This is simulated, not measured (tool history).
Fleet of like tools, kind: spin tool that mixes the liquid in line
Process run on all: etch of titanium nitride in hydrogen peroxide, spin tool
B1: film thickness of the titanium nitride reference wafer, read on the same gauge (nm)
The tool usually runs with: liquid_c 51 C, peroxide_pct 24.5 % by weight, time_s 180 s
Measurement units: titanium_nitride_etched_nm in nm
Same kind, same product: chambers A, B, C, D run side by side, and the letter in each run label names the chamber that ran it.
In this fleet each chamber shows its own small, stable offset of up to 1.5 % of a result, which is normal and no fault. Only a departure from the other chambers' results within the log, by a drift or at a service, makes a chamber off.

Run 1A, hour 10.8: usual settings; B1 59.994. Result: titanium_nitride_etched_nm 9.0041 nm.
Run 2B, hour 18.6: usual settings; B1 59.985. Result: titanium_nitride_etched_nm 9.2005 nm.
Run 3C, hour 25.7: usual settings; B1 60.004. Result: titanium_nitride_etched_nm 9.0976 nm.
Run 4D, hour 36.6: usual settings; B1 60.006. Result: titanium_nitride_etched_nm 9.2121 nm.
Run 5D, hour 48.8: usual settings but peroxide_pct 28.0 % by weight; B1 60.002. Result: titanium_nitride_etched_nm 9.4068 nm.
Run 6C, hour 63.2: usual settings but peroxide_pct 28.0 % by weight; B1 60.036. Result: titanium_nitride_etched_nm 9.4742 nm.
At hour 70.6: chamber B: new drum of peroxide connected.
Run 7B, hour 76.3: usual settings but peroxide_pct 28.0 % by weight; B1 59.993. Result: titanium_nitride_etched_nm 9.3429 nm.
At hour 82.3: chamber C: peroxide flow meter replaced.
Run 8A, hour 88.3: usual settings but peroxide_pct 28.0 % by weight; B1 59.997. Result: titanium_nitride_etched_nm 9.3240 nm.
Run 9C, hour 97.6: usual settings; B1 59.977. Result: titanium_nitride_etched_nm 9.1190 nm.
Run 10A, hour 108.9: usual settings but time_s 265 s; B1 59.989. Result: titanium_nitride_etched_nm 13.4630 nm.
Run 11B, hour 118.8: usual settings but time_s 265 s; B1 59.997. Result: titanium_nitride_etched_nm 13.5160 nm.
Run 12D, hour 130.9: usual settings but time_s 265 s; B1 60.011. Result: titanium_nitride_etched_nm 13.5880 nm.
At hour 140.1: chamber D: new drum of peroxide connected.
Run 13C, hour 143.1: usual settings but time_s 265 s; B1 60.020. Result: titanium_nitride_etched_nm 13.4640 nm.
Run 14B, hour 157.4: usual settings; B1 59.989. Result: titanium_nitride_etched_nm 9.1594 nm.
Run 15D, hour 166.2: usual settings; B1 60.011. Result: titanium_nitride_etched_nm 9.0436 nm.
Run 16A, hour 179.1: usual settings; B1 59.984. Result: titanium_nitride_etched_nm 8.9767 nm.
Run 17A, hour 190.7: usual settings; B1 60.014. Result: titanium_nitride_etched_nm 9.1465 nm.
Run 18D, hour 197.9: usual settings; B1 60.005. Result: titanium_nitride_etched_nm 9.0838 nm.
Run 19C, hour 211.2: usual settings; B1 60.021. Result: titanium_nitride_etched_nm 9.1771 nm.
At hour 223.4: chamber C: new drum of peroxide connected.
Run 20B, hour 225.8: usual settings; B1 60.009. Result: titanium_nitride_etched_nm 9.0959 nm.
Run 21D, hour 234.8: usual settings; B1 59.988. Result: titanium_nitride_etched_nm 9.1257 nm.
Run 22A, hour 247.3: usual settings; B1 60.008. Result: titanium_nitride_etched_nm 9.1277 nm.
At hour 249.6: chamber A: new drum of peroxide connected.
Run 23B, hour 254.9: usual settings; B1 59.996. Result: titanium_nitride_etched_nm 9.1990 nm.
At hour 263.4: chamber B: heated supply line repaired.
Run 24C, hour 266.3: usual settings; B1 59.999. Result: titanium_nitride_etched_nm 9.0563 nm.
Run 25D, hour 273.0: usual settings; B1 60.008. Result: titanium_nitride_etched_nm 8.8987 nm.
Run 26B, hour 280.4: usual settings; B1 59.985. Result: titanium_nitride_etched_nm 9.2316 nm.
Run 27A, hour 294.7: usual settings; B1 60.011. Result: titanium_nitride_etched_nm 9.0482 nm.
Run 28C, hour 301.8: usual settings; B1 60.017. Result: titanium_nitride_etched_nm 8.9903 nm.
Run 29D, hour 311.7: usual settings; B1 60.001. Result: titanium_nitride_etched_nm 8.8564 nm.
At hour 318.5: chamber B: peroxide flow meter replaced.
Run 30C, hour 324.6: usual settings but peroxide_pct 20.0 % by weight; B1 60.015. Result: titanium_nitride_etched_nm 8.7493 nm.
Run 31A, hour 332.3: usual settings but peroxide_pct 20.0 % by weight; B1 60.006. Result: titanium_nitride_etched_nm 8.6774 nm.
Run 32B, hour 340.9: usual settings but peroxide_pct 20.0 % by weight; B1 60.021. Result: titanium_nitride_etched_nm 8.8186 nm.
Run 33B, hour 351.6: usual settings but peroxide_pct 20.0 % by weight; B1 59.998. Result: titanium_nitride_etched_nm 8.8779 nm.
Run 34D, hour 365.4: usual settings; B1 60.011. Result: titanium_nitride_etched_nm 8.8248 nm.
Run 35A, hour 374.8: usual settings; B1 60.022. Result: titanium_nitride_etched_nm 9.0691 nm.
Run 36C, hour 383.3: usual settings; B1 60.015. Result: titanium_nitride_etched_nm 9.1461 nm.
At hour 391.1: chamber C: heated supply line repaired.
Run 37C, hour 393.0: usual settings; B1 59.987. Result: titanium_nitride_etched_nm 9.2547 nm.
Run 38B, hour 407.5: usual settings; B1 60.019. Result: titanium_nitride_etched_nm 9.1949 nm.
Run 39D, hour 419.1: usual settings; B1 59.997. Result: titanium_nitride_etched_nm 8.7342 nm.
Run 40A, hour 429.0: usual settings; B1 59.993. Result: titanium_nitride_etched_nm 9.0305 nm.
Run 41C, hour 441.7: usual settings; B1 60.001. Result: titanium_nitride_etched_nm 9.1716 nm.
Run 42B, hour 451.6: usual settings; B1 60.004. Result: titanium_nitride_etched_nm 9.2684 nm.
Run 43A, hour 459.8: usual settings; B1 59.997. Result: titanium_nitride_etched_nm 9.0769 nm.
Run 44D, hour 466.8: usual settings; B1 59.995. Result: titanium_nitride_etched_nm 8.5731 nm.

Next, every chamber runs the same settings. What will each give?
Run 45A, hour 477.7: usual settings. Result: titanium_nitride_etched_nm ?.
Run 45B, hour 477.7: usual settings. Result: titanium_nitride_etched_nm ?.
Run 45C, hour 477.7: usual settings. Result: titanium_nitride_etched_nm ?.
Run 45D, hour 477.7: usual settings. Result: titanium_nitride_etched_nm ?.

run  titanium_nitride_etched_nm
45A                      9.0263
45B                      9.1894
45C                      9.1532
45D                      8.5105

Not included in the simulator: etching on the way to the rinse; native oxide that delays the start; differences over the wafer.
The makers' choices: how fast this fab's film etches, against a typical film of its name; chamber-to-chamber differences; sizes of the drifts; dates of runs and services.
